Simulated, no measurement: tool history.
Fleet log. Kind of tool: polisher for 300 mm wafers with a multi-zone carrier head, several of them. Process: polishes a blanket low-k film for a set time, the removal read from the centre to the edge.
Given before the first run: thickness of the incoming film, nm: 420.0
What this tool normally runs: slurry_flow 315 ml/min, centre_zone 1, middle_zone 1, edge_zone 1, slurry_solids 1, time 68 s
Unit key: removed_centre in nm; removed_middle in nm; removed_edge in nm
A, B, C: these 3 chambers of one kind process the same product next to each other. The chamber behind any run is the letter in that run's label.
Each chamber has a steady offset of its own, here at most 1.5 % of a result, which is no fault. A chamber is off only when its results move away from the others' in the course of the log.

run   hour  slurry_flow  centre_zone  middle_zone  edge_zone  slurry_solids  time  wafers polished on this pad  hours since the slurry nozzle was cleaned  hours since the centre zone pressure was calibrated  hours since the edge zone pressure was calibrated  removed_centre  removed_middle  removed_edge
 1B    5.8          315            1            1          1              1    68                          566                                      202.2                                                 26.2                                              321.3          32.372          32.919        31.924
      11.8  -- chamber A: worn pad replaced by a new one
 2A   13.2          315            1            1          1              1    68                           15                                      140.6                                                284.5                                              344.9          31.953           32.95        33.541
 3C   19.2          315            1            1          1              1    68                          857                                      280.4                                                284.9                                              457.8          32.924          33.126        32.492
 4A     24          315            1            1          1              1    68                          130                                      151.4                                                295.3                                              355.7          32.232          32.254        32.936
 5C   28.3          315            1            1          1              1    68                          953                                      289.5                                                  294                                              466.9          32.625          33.167        32.331
 6B   32.2          315            1            1          1              1    68                          846                                      228.6                                                 52.6                                              347.7          32.483          31.459        32.115
 7C   39.4          315            1            1       1.08              1    68                         1071                                      300.6                                                305.1                                                478          32.548          32.181        33.887
 8B   46.3          315            1            1       1.08              1    68                          996                                      242.7                                                 66.7                                              361.8          32.212          31.896        33.431
 9A   49.8          315            1            1       1.08              1    68                          403                                      177.2                                                321.1                                              381.5          32.361          32.164        33.954
      50.3  -- chamber B: worn pad replaced by a new one
10C   56.7          315            1         1.04          1           1.15    68                         1255                                      317.9                                                322.4                                              495.3          34.968          35.917        34.719
11B   60.2          315            1         1.04          1           1.15    68                          105                                      256.6                                                 80.6                                              375.7          34.545          35.552        33.993
12A   64.3          315            1         1.04          1           1.15    68                          557                                      191.7                                                335.6                                                396          34.097          36.006        34.377
      68.7  -- chamber C: worn pad replaced by a new one
13B   68.8          315            1            1          1              1    83                          196                                      265.2                                                 89.2                                              384.3          39.006          39.327        39.132
14A   73.5          315            1            1          1              1    83                          655                                      200.9                                                344.8                                              405.2          39.678          39.349        39.919
15C   79.7          315            1            1          1              1    83                          117                                      340.9                                                345.4                                              518.3          39.364          40.352        40.582
      84.3  -- chamber A: centre zone pressure recalibrated
16A   84.6          370            1            1          1              1    68                          772                                        212                                                  0.3                                              416.3          32.898          32.946        33.353
17C   89.6          370            1            1          1              1    68                          222                                      350.8                                                355.3                                              528.2          33.213          33.321        33.138
18B   94.3          370            1            1          1              1    68                          467                                      290.7                                                114.7                                              409.8          33.125          32.764        32.295
19B   97.7          315            1            1          1              1    68                          503                                      294.1                                                118.1                                              413.2          32.603          32.259         32.29
20A    105          315            1            1          1              1    68                          989                                      232.4                                                 20.7                                              436.7          32.216          32.011        32.036
21C  111.8          315            1            1          1              1    68                          457                                        373                                                377.5                                              550.4          32.897          32.156        32.505
     115.1  -- chamber A: worn pad replaced by a new one
22A    116          315            1         1.05          1              1    68                            9                                      243.4                                                 31.7                                              447.7          32.501          34.091        31.965
23B  123.4          315            1         1.05          1              1    68                          775                                      319.8                                                143.8                                              438.9          32.142          33.134        31.599
     126.9  -- chamber C: centre zone pressure recalibrated
24C  126.9          315            1         1.05          1              1    68                          618                                      388.1                                                  0.1                                              565.5          34.244           33.79        32.701
     127.4  -- chamber B: edge zone pressure recalibrated
25A  134.3          315            1            1          1              1    68                          204                                      261.7                                                   50                                                466          32.775          31.986        32.778
26C  140.7          315            1            1          1              1    68                          764                                      401.9                                                 13.9                                              579.3          34.383          31.997        32.571
     143.2  -- chamber B: slurry nozzle cleaned
27B  148.1          315            1            1          1              1    68                         1037                                          5                                                168.5                                               20.7          32.488          31.985        32.105
28C  155.7          315            1            1          1              1    68                          923                                      416.9                                                 28.9                                              594.3          34.652          32.436        31.988
29B  162.4          315            1            1          1              1    68                         1189                                       19.3                                                182.8                                                 35           32.16          32.244         32.85
30A  166.9          315            1            1          1              1    68                          549                                      294.3                                                 82.6                                              498.6          32.324          32.433        33.142
     170.5  -- chamber B: worn pad replaced by a new one
31A  173.5          315            1            1          1              1    68                          620                                      300.9                                                 89.2                                              505.2          31.961          32.988        32.409
32B    181          315            1            1          1              1    68                          112                                       37.9                                                201.4                                               53.6          31.876          32.051        31.922
33C    186          315            1            1          1              1    68                         1245                                      447.2                                                 59.2                                              624.6          33.805          32.726        32.208
34B  189.4          315         0.89            1          1              1    50                          201                                       46.3                                                209.8                                                 62          20.852          23.747        23.945
35A  194.9          315         0.89            1          1              1    50                          847                                      322.3                                                110.6                                              526.6          20.571           23.99        23.933
36C  199.2          315         0.89            1          1              1    50                         1385                                      460.4                                                 72.4                                              637.8          22.314          24.019         24.32
37B  203.5          315            1            1          1              1    68                          350                                       60.4                                                223.9                                               76.1          32.549          32.012        33.259
38A    211          315            1            1          1              1    68                         1017                                      338.4                                                126.7                                              542.7          32.432           31.98        32.165

Next, every chamber runs the same settings. What will each give?
39A  216.4          315            1            1          1              1    59                                                                                                                                                                                               ?               ?             ?
39B  216.4          315            1            1          1              1    59                                                                                                                                                                                               ?               ?             ?
39C  216.4          315            1            1          1              1    59                                                                                                                                                                                               ?               ?             ?

run  removed_centre  removed_middle  removed_edge
39A          27.815          27.671        28.319
39B            27.7          28.264        28.087
39C          30.386          28.755        28.534

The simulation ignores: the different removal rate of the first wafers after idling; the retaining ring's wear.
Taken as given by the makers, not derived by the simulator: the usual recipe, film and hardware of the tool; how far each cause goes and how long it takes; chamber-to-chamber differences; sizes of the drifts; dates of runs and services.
